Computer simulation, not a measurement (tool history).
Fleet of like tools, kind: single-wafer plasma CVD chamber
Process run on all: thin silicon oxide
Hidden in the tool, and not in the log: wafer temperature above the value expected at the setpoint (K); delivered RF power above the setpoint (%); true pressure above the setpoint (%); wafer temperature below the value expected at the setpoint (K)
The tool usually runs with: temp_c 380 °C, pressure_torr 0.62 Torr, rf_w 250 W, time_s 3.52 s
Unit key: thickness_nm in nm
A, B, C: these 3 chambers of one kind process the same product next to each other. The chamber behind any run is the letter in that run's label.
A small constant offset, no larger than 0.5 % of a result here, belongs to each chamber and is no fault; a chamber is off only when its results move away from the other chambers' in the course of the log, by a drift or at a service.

run   hour  temp_c  pressure_torr  rf_w  time_s  hours since the last thermocouple change  hours since the last RF generator calibration  hours since the last manometer calibration  read-back reference wafer on the same gauge, thickness_nm  thickness_nm
 1B    6.8     380           0.62   250    3.52                                    1962.6                                          471.3                                       913.3                                                     4.9302        4.6947
 2C   14.6     380           0.62   250    3.52                                     827.3                                           68.8                                        1329                                                     4.9276        4.6743
 3A   21.6     380           0.62   250    3.52                                     976.2                                          173.1                                       361.3                                                     4.9334        4.6415
 4C   30.8     380           0.62   250    3.52                                     843.5                                             85                                      1345.2                                                      4.931        4.6931
 5B   38.8     380           0.62   250    3.52                                    1994.6                                          503.3                                       945.3                                                     4.9284        4.6983
 6A   46.1     380           0.62   250    3.52                                    1000.7                                          197.6                                       385.8                                                     4.9285        4.6374
 7A   54.6     380           0.62   250    3.52                                    1009.2                                          206.1                                       394.3                                                     4.9304        4.6658
 8B   63.3     375           0.62   250    4.18                                    2019.1                                          527.8                                       969.8                                                     4.9302        5.5843
 9C     71     375           0.62   250    4.18                                     883.7                                          125.2                                      1385.4                                                     4.9281        5.6144
10B   79.8     375           0.62   250    4.18                                    2035.6                                          544.3                                       986.3                                                     4.9284        5.5494
11A   84.3     380           0.62   250    3.52                                    1038.9                                          235.8                                         424                                                     4.9313        4.6196
12C     93     380           0.62   250    3.52                                     905.7                                          147.2                                      1407.4                                                     4.9319        4.6894
13B    100     380           0.62   250    3.52                                    2055.8                                          564.5                                      1006.5                                                     4.9283        4.6824
14A  105.2     369           0.62   250    3.52                                    1059.8                                          256.7                                       444.9                                                     4.9293        4.6843
15C  114.2     369           0.62   250    3.52                                     926.9                                          168.4                                      1428.6                                                     4.9313        4.7304
16A  122.8     369           0.62   250    3.52                                    1077.4                                          274.3                                       462.5                                                     4.9329        4.6991
17B  127.4     380           0.62   250    3.52                                    2083.2                                          591.9                                      1033.9                                                     4.9345        4.6633
18C  134.8     380           0.62   250    3.52                                     947.5                                            189                                      1449.2                                                     4.9271        4.6841
19C  142.8     380           0.62   250    3.52                                     955.5                                            197                                      1457.2                                                     4.9331        4.6958
20A    152     380           0.62   250    3.52                                    1106.6                                          303.5                                       491.7                                                     4.9241        4.6532
21B  162.2     380           0.62   250    3.52                                      2118                                          626.7                                      1068.7                                                     4.9294        4.6678
22A  170.7     380           0.62   250    3.52                                    1125.3                                          322.2                                       510.4                                                     4.9322         4.669
23B  179.1     380           0.62   250    3.52                                    2134.9                                          643.6                                      1085.6                                                     4.9292        4.6766
24C  186.2     380           0.62   250    3.52                                     998.9                                          240.4                                      1500.6                                                     4.9291        4.7085
25C  194.4     368           0.62   250    3.52                                    1007.1                                          248.6                                      1508.8                                                     4.9327        4.7272
26B  200.2     368           0.62   250    3.52                                      2156                                          664.7                                      1106.7                                                     4.9275        4.6951

All 3 chambers run these settings next. Forecast each chamber's results:
27A  207.6     380           0.62   250    3.52                                                                                                                                                                                                             ?
27B  207.6     380           0.62   250    3.52                                                                                                                                                                                                             ?
27C  207.6     380           0.62   250    3.52                                                                                                                                                                                                             ?

run  thickness_nm
27A        4.6799
27B        4.6682
27C        4.6905
